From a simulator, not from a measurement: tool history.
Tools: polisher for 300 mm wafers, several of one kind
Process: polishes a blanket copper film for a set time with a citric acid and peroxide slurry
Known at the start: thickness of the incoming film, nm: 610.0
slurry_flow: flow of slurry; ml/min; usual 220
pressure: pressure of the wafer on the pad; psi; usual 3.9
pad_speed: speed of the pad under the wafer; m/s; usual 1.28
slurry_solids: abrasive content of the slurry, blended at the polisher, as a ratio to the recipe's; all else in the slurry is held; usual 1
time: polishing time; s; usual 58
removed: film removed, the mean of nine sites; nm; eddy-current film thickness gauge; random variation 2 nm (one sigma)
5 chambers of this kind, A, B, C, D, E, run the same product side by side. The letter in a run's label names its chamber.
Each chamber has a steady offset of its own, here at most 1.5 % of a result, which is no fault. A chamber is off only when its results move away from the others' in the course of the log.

| run | hour | slurry_flow | pressure | pad_speed | slurry_solids | time | wafers polished on this pad | hours since the slurry nozzle was cleaned | hours since the head pressure was calibrated | hours since the slurry blender was calibrated | removed |
|---|---|---|---|---|---|---|---|---|---|---|---|
|  | 1.5 | chamber E: worn pad replaced by a new one |
| 1B | 2.1 | 220 | 3.9 | 1.28 | 1 | 58 | 124 | 254.1 | 27.5 | 36.9 | 197.7 |
| 2D | 4.6 | 220 | 3.9 | 1.28 | 1 | 58 | 190 | 172.8 | 713 | 275.6 | 196.51 |
| 3E | 7.7 | 220 | 3.9 | 1.28 | 1 | 58 | 59 | 274.4 | 691.7 | 200.1 | 197.63 |
| 4A | 11.6 | 220 | 3.9 | 1.28 | 1 | 58 | 419 | 615.9 | 665.1 | 197.1 | 198.73 |
| 5C | 13.5 | 220 | 3.9 | 1.28 | 1 | 58 | 196 | 166.3 | 209.1 | 37.2 | 197.52 |
| 6D | 15.7 | 280 | 5 | 1.28 | 1 | 58 | 297 | 183.9 | 724.1 | 286.7 | 256.36 |
| 7C | 18.6 | 280 | 5 | 1.28 | 1 | 58 | 245 | 171.4 | 214.2 | 42.3 | 258.81 |
|  | 20.2 | chamber A: slurry blender recalibrated |
|  | 20.3 | chamber A: slurry nozzle cleaned |
| 8A | 21.5 | 280 | 5 | 1.28 | 1 | 58 | 514 | 1.3 | 675 | 1.3 | 264.4 |
| 9B | 23.4 | 280 | 5 | 1.28 | 1 | 58 | 329 | 275.4 | 48.8 | 58.2 | 259.23 |
| 10E | 25.7 | 280 | 5 | 1.28 | 1 | 58 | 232 | 292.4 | 709.7 | 218.1 | 260.6 |
| 11B | 29 | 220 | 3.9 | 1.28 | 1 | 58 | 382 | 281 | 54.4 | 63.8 | 197.86 |
| 12D | 31.2 | 220 | 3.9 | 1.28 | 1 | 58 | 446 | 199.4 | 739.6 | 302.2 | 194.86 |
| 13C | 34.3 | 220 | 3.9 | 1.28 | 1 | 58 | 395 | 187.1 | 229.9 | 58 | 196.53 |
|  | 36.8 | chamber B: slurry nozzle cleaned |
| 14E | 36.8 | 190 | 3.9 | 1.28 | 1 | 58 | 338 | 303.5 | 720.8 | 229.2 | 191.48 |
| 15A | 39.1 | 190 | 3.9 | 1.28 | 1 | 58 | 683 | 18.9 | 692.6 | 18.9 | 193.92 |
| 16A | 43 | 190 | 3.9 | 1.28 | 1 | 58 | 720 | 22.8 | 696.5 | 22.8 | 197.66 |
| 17C | 46.3 | 190 | 3.9 | 1.28 | 1 | 58 | 511 | 199.1 | 241.9 | 70 | 194.33 |
|  | 49.1 | chamber D: slurry nozzle cleaned |
| 18D | 49.5 | 190 | 3.9 | 1.28 | 1 | 58 | 621 | 0.5 | 757.9 | 320.5 | 197.29 |
| 19B | 53.1 | 220 | 3.9 | 1.28 | 1 | 58 | 614 | 16.4 | 78.5 | 87.9 | 196.62 |
| 20E | 55.6 | 220 | 3.9 | 1.28 | 1 | 58 | 519 | 322.3 | 739.6 | 248 | 198.51 |
| 21A | 58.3 | 220 | 3.9 | 1.28 | 1 | 58 | 867 | 38.1 | 711.8 | 38.1 | 197.18 |
| 22B | 60.7 | 220 | 3.9 | 1.28 | 1 | 46 | 687 | 24 | 86.1 | 95.5 | 152.65 |
| 23E | 63.7 | 220 | 3.9 | 1.28 | 1 | 46 | 596 | 330.4 | 747.7 | 256.1 | 159.33 |
|  | 64.2 | chamber D: slurry blender recalibrated |
|  | 64.7 | chamber D: worn pad replaced by a new one |
| 24D | 67.8 | 220 | 3.9 | 1.28 | 1 | 46 | 30 | 18.8 | 776.2 | 3.7 | 156.47 |
|  | 69.3 | chamber B: worn pad replaced by a new one |
|  | 70.6 | chamber E: worn pad replaced by a new one |
| 25C | 71 | 220 | 3.9 | 1.28 | 1 | 46 | 748 | 223.8 | 266.6 | 94.7 | 161.4 |
| 26E | 74 | 220 | 3.9 | 1.28 | 1 | 46 | 33 | 340.7 | 758 | 266.4 | 156.36 |
| 27D | 76 | 220 | 3.9 | 1.28 | 1 | 58 | 109 | 27 | 784.4 | 11.9 | 196.53 |
| 28B | 79.5 | 220 | 3.9 | 1.28 | 1 | 58 | 98 | 42.8 | 104.9 | 114.3 | 191.2 |
| 29A | 81.7 | 220 | 3.9 | 1.28 | 1 | 58 | 1092 | 61.5 | 735.2 | 61.5 | 200.82 |
| 30C | 83.7 | 220 | 3.9 | 1.28 | 1 | 58 | 870 | 236.5 | 279.3 | 107.4 | 198.84 |
| 31C | 87.8 | 220 | 3.9 | 1.28 | 1 | 58 | 909 | 240.6 | 283.4 | 111.5 | 194.39 |
| 32B | 91.2 | 220 | 3.9 | 1.28 | 1 | 58 | 210 | 54.5 | 116.6 | 126 | 187.25 |
| 33A | 94.4 | 220 | 5 | 1.28 | 1.1 | 58 | 1214 | 74.2 | 747.9 | 74.2 | 264.8 |
| 34D | 98.1 | 220 | 5 | 1.28 | 1.1 | 58 | 321 | 49.1 | 806.5 | 34 | 262.04 |
| 35E | 101.3 | 220 | 5 | 1.28 | 1.1 | 58 | 295 | 368 | 785.3 | 293.7 | 256.66 |
|  | 103.4 | chamber E: slurry blender recalibrated |
| 36C | 103.6 | 220 | 5 | 1.28 | 1.1 | 58 | 1061 | 256.4 | 299.2 | 127.3 | 261.09 |
| 37D | 107.6 | 220 | 5 | 1.28 | 1.1 | 58 | 412 | 58.6 | 816 | 43.5 | 255.81 |
| 38B | 110.6 | 220 | 3.9 | 1.28 | 1 | 58 | 397 | 73.9 | 136 | 145.4 | 185.21 |
| 39E | 114.4 | 220 | 3.9 | 1.52 | 1 | 42 | 421 | 381.1 | 798.4 | 11 | 166.16 |

Is one chamber off against the others, does the gauge drift, or is nothing wrong? If a chamber is off, say which, and what the likeliest cause is.

Chamber B drifts away from the others.
Cause: abrasive missing from the slurry, % = 33.4.
The log may not tell that from: slurry flow missing at the pad, %; head's pressure below its setpoint, %.

Here are 4 candidates for chamber B's next run, each the usual settings with a change, their results left as question marks. Which one brings its results back in line with what the others give on the usual settings?
In line means no further than this from the other chambers' mean on the usual settings: removed 6.8 nm
| 40B-1 | 117.4 | 220 | 4.2 | 1.28 | 1 | 58 |  |  |  |  | ? |
| 40B-2 | 117.4 | 220 | 3.9 | 1.28 | 1 | 57 |  |  |  |  | ? |
| 40B-3 | 117.4 | 220 | 3.9 | 1.3 | 1 | 58 |  |  |  |  | ? |
| 40B-4 | 117.4 | 220 | 3.8 | 1.24 | 1 | 56 |  |  |  |  | ? |

The other chambers' mean on the usual settings: removed 198.04 nm
| run | removed |
|---|---|
| 40B-1 | 195.72 |
| 40B-2 | 178.61 |
| 40B-3 | 184.52 |
| 40B-4 | 165.75 |
40B-1 brings the chamber back in line.
